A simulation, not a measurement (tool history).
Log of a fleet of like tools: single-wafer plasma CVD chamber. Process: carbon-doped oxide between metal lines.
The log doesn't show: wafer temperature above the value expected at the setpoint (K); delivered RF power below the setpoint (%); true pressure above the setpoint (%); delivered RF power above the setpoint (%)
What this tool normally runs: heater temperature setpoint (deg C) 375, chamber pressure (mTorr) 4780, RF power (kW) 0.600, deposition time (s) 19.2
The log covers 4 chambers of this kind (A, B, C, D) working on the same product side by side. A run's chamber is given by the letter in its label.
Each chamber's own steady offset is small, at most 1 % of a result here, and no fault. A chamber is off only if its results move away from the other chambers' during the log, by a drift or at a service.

run,hour,heater temperature setpoint (deg C),chamber pressure (mTorr),RF power (kW),deposition time (s),hours since the last thermocouple change,hours since the last RF generator calibration,hours since the last manometer calibration,"read-back reference wafer on the same gauge, thickness_nm",mean film thickness on the monitor wafer (nm)
1D,4.0,375,4780,0.600,19.2,1458.0,1666.2,505.3,112.97,103.300
2B,9.9,375,4780,0.600,19.2,1360.5,760.8,1558.4,112.97,103.910
3A,14.9,375,4780,0.600,19.2,738.7,2146.2,1386.6,112.86,102.500
4C,22.0,375,4780,0.600,19.2,1735.8,997.1,1018.2,113.07,103.030
5C,26.8,375,4780,0.600,19.2,1740.6,1001.9,1023.0,113.01,103.210
6B,32.2,375,4780,0.600,19.2,1382.8,783.1,1580.7,113.14,103.820
7A,37.1,375,4780,0.600,19.2,760.9,2168.4,1408.8,113.04,102.900
8D,42.4,375,4780,0.600,19.2,1496.4,1704.6,543.7,113.00,102.890
9D,46.0,375,4060,0.600,19.2,1500.0,1708.2,547.3,113.01,99.604
10C,52.2,375,4060,0.600,19.2,1766.0,1027.3,1048.4,113.02,100.530
# hour 52.6: chamber D: thermocouple changed; heater temperature recalibrated
11A,57.9,375,4060,0.600,19.2,781.7,2189.2,1429.6,112.89,100.770
12B,61.6,375,4060,0.600,19.2,1412.2,812.5,1610.1,113.04,101.150
# hour 66.3: chamber A: RF generator calibrated
13D,68.0,375,4350,0.675,19.2,15.4,1730.2,569.3,112.92,108.400
14B,72.7,375,4350,0.675,19.2,1423.3,823.6,1621.2,113.06,110.300
15A,78.5,375,4350,0.675,19.2,802.3,12.2,1450.2,113.08,109.410
16C,85.3,375,4350,0.675,19.2,1799.1,1060.4,1081.5,112.98,109.720
17B,90.8,375,4780,0.600,19.2,1441.4,841.7,1639.3,112.98,104.590
18A,96.4,375,4310,0.600,21.6,820.2,30.1,1468.1,112.92,113.940
19D,103.0,375,4310,0.600,21.6,50.4,1765.2,604.3,113.04,113.580
20C,107.3,375,4310,0.600,21.6,1821.1,1082.4,1103.5,112.99,114.610
21C,114.2,375,4310,0.600,21.6,1828.0,1089.3,1110.4,112.93,113.860
22B,121.1,375,4780,0.600,19.2,1471.7,872.0,1669.6,113.01,104.430
23D,128.8,375,4780,0.600,19.2,76.2,1791.0,630.1,113.02,102.740
24A,133.0,375,4780,0.600,19.2,856.8,66.7,1504.7,113.00,102.980
25B,137.4,375,4780,0.600,19.2,1488.0,888.3,1685.9,113.05,104.210
26C,143.1,375,4780,0.600,19.2,1856.9,1118.2,1139.3,113.16,103.030
27A,149.6,375,4780,0.600,19.2,873.4,83.3,1521.3,112.91,103.390
28D,156.8,375,4780,0.600,19.2,104.2,1819.0,658.1,113.04,103.090
29D,160.9,375,4780,0.600,19.2,108.3,1823.1,662.2,113.08,102.540
30A,165.3,375,4780,0.600,19.2,889.1,99.0,1537.0,112.88,103.210

Decide between three cases: one chamber stands off from its peers, the gauge reading all wafers drifts, or nothing is wrong past each chamber's small offset. Where a chamber is off, say which and what most likely put it there.

The fleet is healthy, with each chamber sitting at its usual small offset and no drift in the gauge.
